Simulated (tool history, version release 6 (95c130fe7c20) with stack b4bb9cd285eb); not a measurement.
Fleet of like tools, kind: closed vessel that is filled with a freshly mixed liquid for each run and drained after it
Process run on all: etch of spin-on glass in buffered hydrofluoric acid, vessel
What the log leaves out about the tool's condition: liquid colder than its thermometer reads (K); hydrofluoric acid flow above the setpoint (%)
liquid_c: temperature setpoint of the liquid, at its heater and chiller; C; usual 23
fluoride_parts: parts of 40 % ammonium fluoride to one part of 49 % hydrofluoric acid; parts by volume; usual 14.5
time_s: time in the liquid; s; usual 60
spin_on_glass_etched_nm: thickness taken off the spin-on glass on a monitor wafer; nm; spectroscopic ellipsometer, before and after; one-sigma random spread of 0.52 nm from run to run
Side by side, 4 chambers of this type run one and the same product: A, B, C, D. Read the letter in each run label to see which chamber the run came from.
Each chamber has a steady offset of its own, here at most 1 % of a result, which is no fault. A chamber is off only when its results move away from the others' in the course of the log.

| run | hour | liquid_c | fluoride_parts | time_s | hours since the thermometer was replaced | hours since the hydrofluoric acid flow meter was replaced | read-back film thickness of the spin-on glass reference wafer, read on the same gauge (nm) | spin_on_glass_etched_nm |
|---|---|---|---|---|---|---|---|---|
| 1B | 3.7 | 23 | 14.5 | 60 | 679.4 | 458 | 130.02 | 132.3 |
| 2A | 7.3 | 23 | 14.5 | 60 | 734.2 | 949.6 | 130 | 133.32 |
| 3C | 12 | 23 | 14.5 | 60 | 293.4 | 501.9 | 130.02 | 132.23 |
| 4D | 17.9 | 23 | 14.5 | 60 | 496.9 | 151.3 | 130.02 | 133.09 |
| 5B | 22.7 | 23 | 14.5 | 60 | 698.4 | 477 | 130 | 132.08 |
| 6C | 28.2 | 23 | 14.5 | 60 | 309.6 | 518.1 | 130.02 | 131.89 |
|  | 34.4 | chamber B: thermometer replaced |
| 7A | 34.9 | 23 | 14.5 | 60 | 761.8 | 977.2 | 130.01 | 133.86 |
| 8D | 38.3 | 23 | 14.5 | 60 | 517.3 | 171.7 | 130.02 | 133.15 |
| 9D | 45.6 | 23 | 14.5 | 60 | 524.6 | 179 | 130.02 | 133 |
| 10B | 50.7 | 23 | 14.5 | 60 | 16.4 | 505 | 129.99 | 132.72 |
| 11A | 54.3 | 23 | 14.5 | 60 | 781.2 | 996.6 | 130.01 | 133.01 |
| 12C | 58.6 | 23 | 14.5 | 60 | 340 | 548.5 | 129.98 | 131.91 |
| 13C | 62.9 | 23 | 14.5 | 60 | 344.3 | 552.8 | 129.99 | 133.29 |
| 14B | 68.3 | 23 | 14.5 | 60 | 34 | 522.6 | 129.99 | 132.13 |
| 15A | 73.9 | 23 | 14.5 | 60 | 800.8 | 1016.2 | 129.99 | 133.61 |
| 16D | 80.7 | 23 | 14.5 | 60 | 559.7 | 214.1 | 130.01 | 133.24 |
| 17D | 85.9 | 23 | 18.5 | 40 | 564.9 | 219.3 | 130.01 | 69.379 |
| 18B | 90.7 | 23 | 18.5 | 40 | 56.4 | 545 | 130 | 69.517 |
| 19A | 94.3 | 23 | 18.5 | 40 | 821.2 | 1036.6 | 129.98 | 70.24 |
| 20C | 99.3 | 23 | 18.5 | 40 | 380.7 | 589.2 | 130.02 | 69.289 |
| 21D | 104.4 | 23 | 14.5 | 60 | 583.4 | 237.8 | 130.01 | 133.15 |
| 22A | 108.7 | 23 | 14.5 | 60 | 835.6 | 1051 | 130 | 134.19 |
| 23C | 112.9 | 23 | 14.5 | 60 | 394.3 | 602.8 | 130 | 132.14 |
| 24B | 117.3 | 23 | 14.5 | 60 | 83 | 571.6 | 130.03 | 132.74 |
| 25D | 123.5 | 23 | 14.5 | 60 | 602.5 | 256.9 | 129.98 | 132.8 |
| 26C | 130.4 | 23 | 14.5 | 60 | 411.8 | 620.3 | 130 | 132.4 |
| 27A | 135.3 | 23 | 20.5 | 60 | 862.2 | 1077.6 | 130 | 96.578 |
| 28B | 139.4 | 23 | 20.5 | 60 | 105.1 | 593.7 | 129.98 | 94.42 |
| 29B | 143.6 | 23 | 20.5 | 60 | 109.3 | 597.9 | 129.98 | 95.007 |
| 30D | 150.3 | 23 | 20.5 | 60 | 629.3 | 283.7 | 130.02 | 94.627 |
| 31C | 153.7 | 23 | 14.5 | 60 | 435.1 | 643.6 | 129.99 | 132.45 |
| 32A | 157.3 | 23 | 14.5 | 60 | 884.2 | 1099.6 | 129.98 | 133.49 |
| 33D | 163.6 | 23 | 14.5 | 60 | 642.6 | 297 | 129.97 | 133.01 |
| 34C | 168.2 | 23 | 14.5 | 60 | 449.6 | 658.1 | 130.01 | 132.3 |
| 35A | 172.1 | 23 | 18.5 | 60 | 899 | 1114.4 | 129.99 | 105.38 |
| 36B | 175.6 | 23 | 18.5 | 60 | 141.3 | 629.9 | 129.99 | 104.57 |
| 37B | 179.4 | 23 | 18.5 | 60 | 145.1 | 633.7 | 130.01 | 104.63 |
| 38C | 183.5 | 23 | 18.5 | 60 | 464.9 | 673.4 | 130 | 103.57 |
| 39A | 190.2 | 23 | 14.5 | 60 | 917.1 | 1132.5 | 130.01 | 134 |
| 40D | 195.1 | 23 | 9 | 40 | 674.1 | 328.5 | 129.99 | 135.77 |
| 41A | 199.4 | 23 | 9 | 40 | 926.3 | 1141.7 | 130.01 | 138.18 |

Which is it: a chamber that has drifted or been left off by a service, a gauge drift common to all chambers, or only each chamber's usual small offset? If a chamber is off, name it and its likeliest cause.

All chambers stay in line apart from their small fixed offsets, and the gauge does not drift.
